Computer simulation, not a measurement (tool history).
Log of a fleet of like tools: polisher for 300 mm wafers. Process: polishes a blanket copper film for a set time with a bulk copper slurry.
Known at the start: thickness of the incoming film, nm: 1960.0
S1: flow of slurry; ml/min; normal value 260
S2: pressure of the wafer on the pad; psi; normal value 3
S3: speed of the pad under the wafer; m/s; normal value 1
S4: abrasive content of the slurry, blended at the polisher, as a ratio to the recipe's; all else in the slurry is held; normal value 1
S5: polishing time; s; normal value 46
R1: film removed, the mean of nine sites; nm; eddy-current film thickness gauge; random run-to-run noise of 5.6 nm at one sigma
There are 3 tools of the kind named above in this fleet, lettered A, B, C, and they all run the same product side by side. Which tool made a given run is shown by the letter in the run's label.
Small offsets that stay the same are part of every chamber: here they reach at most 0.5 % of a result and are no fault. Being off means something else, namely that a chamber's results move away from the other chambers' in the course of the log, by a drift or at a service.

run	day	S1	S2	S3	S4	S5	R1
# day 0.267: chamber A: slurry blender recalibrated
1A	0.292	260	3	1	1	46	485.37
# day 0.421: chamber A: worn pad replaced by a new one
2C	0.758	260	3	1	1	46	478.79
3B	1.2	260	3	1	1	46	495.98
4C	1.525	260	3	1	1	46	481.89
# day 1.592: chamber C: slurry blender recalibrated
5B	1.821	260	3	1	1	46	496.8
6A	2.167	260	3	1	1	46	483.56
7A	2.588	260	3	1	1	46	490.76
8C	3.062	260	3	0.76	0.85	46	356.32
# day 3.146: chamber B: slurry nozzle cleaned
9B	3.525	260	3	0.76	0.85	46	359.38
# day 3.738: chamber C: worn pad replaced by a new one
10B	3.921	260	3	0.76	0.85	46	363.21
# day 4: chamber B: worn pad replaced by a new one
# day 4.104: chamber A: slurry nozzle cleaned
11A	4.317	260	3	1	1	46	483.61
12C	4.696	260	3	1	1	46	486.41
13C	5	260	3	1	1	46	491.38
# day 5.071: chamber B: slurry blender recalibrated
# day 5.271: chamber A: worn pad replaced by a new one
14B	5.479	260	3	1	1	46	493.02
15A	5.9	260	3	1	1	46	500.39
16B	6.3	260	3	1	1	46	495.71
17C	6.762	260	3	1	1	46	485.26
18A	7.042	260	3	1	1	46	480.9
19B	7.342	260	3	1	1	46	498.56
20C	7.671	260	3	1	1	46	488.52
21A	7.929	260	3	1	1	46	484.06
# day 8.233: chamber C: head pressure recalibrated
22A	8.454	260	3	1	1	46	484.98
# day 8.55: chamber B: head pressure recalibrated
# day 8.579: chamber B: worn pad replaced by a new one
23C	8.967	310	3	1	1	38	364.24
24B	9.362	310	3	1	1	38	407.47
# day 9.638: chamber C: worn pad replaced by a new one
25C	9.779	310	3	1	1	38	367.63
26A	10.212	260	3	1	1	46	484.35
27B	10.488	260	3	1	1	46	490.93
28C	10.933	260	3	1	1	46	434.27
# day 11: chamber A: worn pad replaced by a new one
29B	11.296	260	3	1	1	46	493.96
30A	11.633	260	3	1	1	46	476.39
# day 11.871: chamber B: slurry blender recalibrated
31C	11.879	260	3	1	1	46	437.55
32B	12.104	260	3	1	1	46	485.7
# day 12.417: chamber C: slurry nozzle cleaned
33A	12.562	260	3	1	1	46	492.81
34B	13.062	295	2.2	1	1	46	354.81
35A	13.296	295	2.2	1	1	46	363.53
# day 13.479: chamber B: worn pad replaced by a new one
36C	13.7	295	2.2	1	1	46	326.85
37A	14.146	260	3	1	1	46	472.02
38B	14.662	260	3	1	1	46	484.26
# day 14.675: chamber A: slurry blender recalibrated
39C	15.054	260	3.6	1	1	37	412.94
40A	15.546	260	3.6	1	1	37	475.91
# day 15.892: chamber C: worn pad replaced by a new one
41C	15.971	260	3.6	1	1	37	413.2
42B	16.254	260	3	1	1	46	497.27
43B	16.571	260	3	1	1	46	482.8

Read the log: is a single chamber off, either drifting away or since a service, is the gauge that measures every chamber drifting, or is nothing wrong beyond small per-chamber offsets? Name any odd chamber and what most likely caused it.

Chamber C came out of a service off from its peers and stayed that way.
Cause: head's pressure below its setpoint, % = 11.4.

Here are 4 candidates for chamber C's next run, each the usual settings with a change, their results left as question marks. Which one brings its results back in line with what the others give on the usual settings?
A result is in line if it is within this distance of the other chambers' mean on the usual settings: R1 20 nm
44C-1	16.946	260	3.1	1.04	1	48	?
44C-2	16.946	260	2.9	0.96	1	44	?
44C-3	16.946	260	3	1.02	1	47	?
44C-4	16.946	260	2.9	0.98	1	46	?

On the usual settings, the other chambers give on average: R1 486.97 nm
run	R1
44C-1	485.38
44C-2	385.06
44C-3	451.44
44C-4	410.82
44C-1 brings the chamber back in line.

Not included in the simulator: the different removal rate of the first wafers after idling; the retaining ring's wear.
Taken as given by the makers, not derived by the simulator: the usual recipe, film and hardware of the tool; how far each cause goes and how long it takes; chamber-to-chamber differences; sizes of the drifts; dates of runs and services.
